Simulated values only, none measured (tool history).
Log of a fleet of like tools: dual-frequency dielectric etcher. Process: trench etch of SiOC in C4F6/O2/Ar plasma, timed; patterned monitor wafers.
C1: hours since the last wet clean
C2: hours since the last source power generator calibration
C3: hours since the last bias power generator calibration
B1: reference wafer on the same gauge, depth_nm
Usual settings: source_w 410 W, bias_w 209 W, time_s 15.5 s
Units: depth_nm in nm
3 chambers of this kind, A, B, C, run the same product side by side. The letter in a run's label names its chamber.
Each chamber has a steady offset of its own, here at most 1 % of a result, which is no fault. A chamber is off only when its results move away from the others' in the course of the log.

Run 1C, hour 4.6: usual settings; C1 275.7; C2 3241.2; C3 2244.3; B1 39.17. Result: depth_nm 34.429 nm.
Run 2B, hour 8.3: usual settings; C1 160.9; C2 1129.6; C3 2380.3; B1 39.222. Result: depth_nm 33.877 nm.
Run 3A, hour 15.2: usual settings; C1 249.1; C2 1865.2; C3 744.2; B1 39.233. Result: depth_nm 34.086 nm.
Run 4A, hour 18.9: usual settings; C1 252.8; C2 1868.9; C3 747.9; B1 39.211. Result: depth_nm 34.079 nm.
Run 5C, hour 24.3: usual settings; C1 295.4; C2 3260.9; C3 2264; B1 39.218. Result: depth_nm 34.578 nm.
Run 6B, hour 30.1: usual settings; C1 182.7; C2 1151.4; C3 2402.1; B1 39.171. Result: depth_nm 34.063 nm.
Run 7B, hour 36.9: usual settings; C1 189.5; C2 1158.2; C3 2408.9; B1 39.177. Result: depth_nm 33.948 nm.
Run 8C, hour 42.9: usual settings but source_w 460 W, bias_w 256 W; C1 314; C2 3279.5; C3 2282.6; B1 39.202. Result: depth_nm 38.524 nm.
Run 9A, hour 49.4: usual settings but source_w 460 W, bias_w 256 W; C1 283.3; C2 1899.4; C3 778.4; B1 39.183. Result: depth_nm 37.964 nm.
Run 10B, hour 52.7: usual settings but source_w 460 W, bias_w 256 W; C1 205.3; C2 1174; C3 2424.7; B1 39.208. Result: depth_nm 37.955 nm.
Run 11C, hour 59.9: usual settings; C1 331; C2 3296.5; C3 2299.6; B1 39.162. Result: depth_nm 34.445 nm.
Run 12A, hour 63.3: usual settings; C1 297.2; C2 1913.3; C3 792.3; B1 39.194. Result: depth_nm 33.888 nm.
Run 13C, hour 68.8: usual settings; C1 339.9; C2 3305.4; C3 2308.5; B1 39.2. Result: depth_nm 34.386 nm.
Run 14B, hour 74: usual settings; C1 226.6; C2 1195.3; C3 2446; B1 39.178. Result: depth_nm 33.772 nm.
Run 15A, hour 81.1: usual settings; C1 315; C2 1931.1; C3 810.1; B1 39.205. Result: depth_nm 33.75 nm.
Run 16B, hour 88.8: usual settings; C1 241.4; C2 1210.1; C3 2460.8; B1 39.218. Result: depth_nm 34.045 nm.
Run 17C, hour 95: usual settings; C1 366.1; C2 3331.6; C3 2334.7; B1 39.164. Result: depth_nm 34.457 nm.
Run 18A, hour 100.5: usual settings; C1 334.4; C2 1950.5; C3 829.5; B1 39.203. Result: depth_nm 33.626 nm.
Run 19B, hour 104.1: usual settings; C1 256.7; C2 1225.4; C3 2476.1; B1 39.211. Result: depth_nm 33.842 nm.
Run 20A, hour 109: usual settings; C1 342.9; C2 1959; C3 838; B1 39.18. Result: depth_nm 33.468 nm.
Run 21C, hour 115.4: usual settings; C1 386.5; C2 3352; C3 2355.1; B1 39.196. Result: depth_nm 34.362 nm.
Run 22B, hour 119.7: usual settings but source_w 470 W; C1 272.3; C2 1241; C3 2491.7; B1 39.186. Result: depth_nm 35.63 nm.
Run 23A, hour 123.2: usual settings but source_w 470 W; C1 357.1; C2 1973.2; C3 852.2; B1 39.213. Result: depth_nm 35.315 nm.
Run 24C, hour 128.3: usual settings but source_w 470 W; C1 399.4; C2 3364.9; C3 2368; B1 39.193. Result: depth_nm 36.327 nm.
Run 25A, hour 135.2: usual settings; C1 369.1; C2 1985.2; C3 864.2; B1 39.205. Result: depth_nm 33.227 nm.
Run 26B, hour 142.3: usual settings; C1 294.9; C2 1263.6; C3 2514.3; B1 39.23. Result: depth_nm 33.789 nm.
Run 27C, hour 147.4: usual settings; C1 418.5; C2 3384; C3 2387.1; B1 39.217. Result: depth_nm 34.297 nm.
Run 28A, hour 151.8: usual settings; C1 385.7; C2 2001.8; C3 880.8; B1 39.148. Result: depth_nm 33.237 nm.

Next, every chamber runs the same settings. What will each give?
Run 29A, hour 157.3: usual settings. Result: depth_nm ?.
Run 29B, hour 157.3: usual settings. Result: depth_nm ?.
Run 29C, hour 157.3: usual settings. Result: depth_nm ?.

run  depth_nm
29A    32.927
29B    33.789
29C    34.444
